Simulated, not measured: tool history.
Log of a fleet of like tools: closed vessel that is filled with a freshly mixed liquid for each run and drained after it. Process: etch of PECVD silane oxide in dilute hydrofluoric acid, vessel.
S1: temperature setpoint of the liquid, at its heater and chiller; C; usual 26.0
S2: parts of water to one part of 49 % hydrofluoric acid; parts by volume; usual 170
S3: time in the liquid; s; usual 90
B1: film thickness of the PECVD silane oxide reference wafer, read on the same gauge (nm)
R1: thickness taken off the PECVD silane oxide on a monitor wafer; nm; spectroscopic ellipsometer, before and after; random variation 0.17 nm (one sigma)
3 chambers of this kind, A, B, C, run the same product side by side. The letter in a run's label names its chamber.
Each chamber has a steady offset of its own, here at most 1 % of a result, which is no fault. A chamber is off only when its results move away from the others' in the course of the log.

{"run": "1B", "hour": 12.1, "S1": 26.0, "S2": 170, "S3": 90, "B1": 89.998, "R1": 25.138}
{"run": "2C", "hour": 23.6, "S1": 26.0, "S2": 170, "S3": 90, "B1": 90.029, "R1": 25.346}
{"run": "3A", "hour": 32.1, "S1": 26.0, "S2": 170, "S3": 90, "B1": 89.997, "R1": 24.865}
{"run": "4B", "hour": 46.4, "S1": 26.0, "S2": 170, "S3": 90, "B1": 89.982, "R1": 25.367}
{"run": "5A", "hour": 58.8, "S1": 26.0, "S2": 170, "S3": 90, "B1": 89.988, "R1": 25.01}
{"run": "6C", "hour": 68.9, "S1": 26.0, "S2": 170, "S3": 90, "B1": 89.988, "R1": 25.141}
{"run": "7C", "hour": 83.5, "S1": 26.0, "S2": 170, "S3": 90, "B1": 89.993, "R1": 25.325}
{"run": "8B", "hour": 94.9, "S1": 26.0, "S2": 170, "S3": 55, "B1": 90.027, "R1": 15.333}
{"run": "9A", "hour": 108.0, "S1": 26.0, "S2": 170, "S3": 55, "B1": 90.01, "R1": 15.187}
{"run": "10C", "hour": 121.2, "S1": 26.0, "S2": 170, "S3": 55, "B1": 89.988, "R1": 15.411}
{"hour": 125.1, "done": "chamber C: hydrofluoric acid flow meter replaced"}
{"run": "11B", "hour": 134.6, "S1": 26.0, "S2": 170, "S3": 90, "B1": 89.963, "R1": 25.221}
{"run": "12A", "hour": 149.2, "S1": 26.0, "S2": 170, "S3": 90, "B1": 90.06, "R1": 24.45}
{"run": "13A", "hour": 163.7, "S1": 24.5, "S2": 170, "S3": 90, "B1": 90.003, "R1": 23.096}
{"run": "14B", "hour": 173.6, "S1": 24.5, "S2": 170, "S3": 90, "B1": 90.024, "R1": 23.719}
{"run": "15C", "hour": 184.3, "S1": 24.5, "S2": 170, "S3": 90, "B1": 90.018, "R1": 23.689}
{"run": "16B", "hour": 193.0, "S1": 26.0, "S2": 170, "S3": 90, "B1": 90.007, "R1": 24.981}
{"run": "17C", "hour": 206.1, "S1": 26.0, "S2": 170, "S3": 90, "B1": 89.986, "R1": 25.205}
{"run": "18A", "hour": 214.7, "S1": 26.0, "S2": 170, "S3": 90, "B1": 89.996, "R1": 24.043}
{"run": "19B", "hour": 223.5, "S1": 26.0, "S2": 170, "S3": 90, "B1": 89.993, "R1": 25.22}
{"run": "20A", "hour": 235.9, "S1": 26.0, "S2": 170, "S3": 90, "B1": 90.008, "R1": 23.981}
{"run": "21C", "hour": 250.0, "S1": 26.0, "S2": 170, "S3": 90, "B1": 90.013, "R1": 25.199}
{"run": "22A", "hour": 260.4, "S1": 26.0, "S2": 170, "S3": 90, "B1": 90.015, "R1": 23.365}
{"run": "23C", "hour": 267.7, "S1": 26.0, "S2": 170, "S3": 90, "B1": 90.024, "R1": 25.538}
{"run": "24B", "hour": 283.0, "S1": 24.0, "S2": 170, "S3": 90, "B1": 90.032, "R1": 23.172}
{"run": "25C", "hour": 296.9, "S1": 24.0, "S2": 170, "S3": 90, "B1": 89.998, "R1": 23.269}
{"run": "26A", "hour": 307.1, "S1": 24.0, "S2": 170, "S3": 90, "B1": 90.042, "R1": 21.742}
{"run": "27B", "hour": 317.0, "S1": 26.0, "S2": 170, "S3": 90, "B1": 89.984, "R1": 25.403}
{"run": "28A", "hour": 330.4, "S1": 28.5, "S2": 170, "S3": 70, "B1": 89.977, "R1": 19.688}
{"run": "29C", "hour": 344.5, "S1": 28.5, "S2": 170, "S3": 70, "B1": 90.025, "R1": 21.564}
{"run": "30B", "hour": 351.9, "S1": 28.5, "S2": 170, "S3": 70, "B1": 89.959, "R1": 21.239}
{"run": "31B", "hour": 362.0, "S1": 26.0, "S2": 170, "S3": 90, "B1": 90.001, "R1": 25.26}

All 3 chambers run these settings next. Forecast each chamber's results:
{"run": "32A", "hour": 373.9, "S1": 24.0, "S2": 170, "S3": 90, "R1": "?"}
{"run": "32B", "hour": 373.9, "S1": 24.0, "S2": 170, "S3": 90, "R1": "?"}
{"run": "32C", "hour": 373.9, "S1": 24.0, "S2": 170, "S3": 90, "R1": "?"}

run=32A R1=21.156
run=32B R1=23.140
run=32C R1=23.624

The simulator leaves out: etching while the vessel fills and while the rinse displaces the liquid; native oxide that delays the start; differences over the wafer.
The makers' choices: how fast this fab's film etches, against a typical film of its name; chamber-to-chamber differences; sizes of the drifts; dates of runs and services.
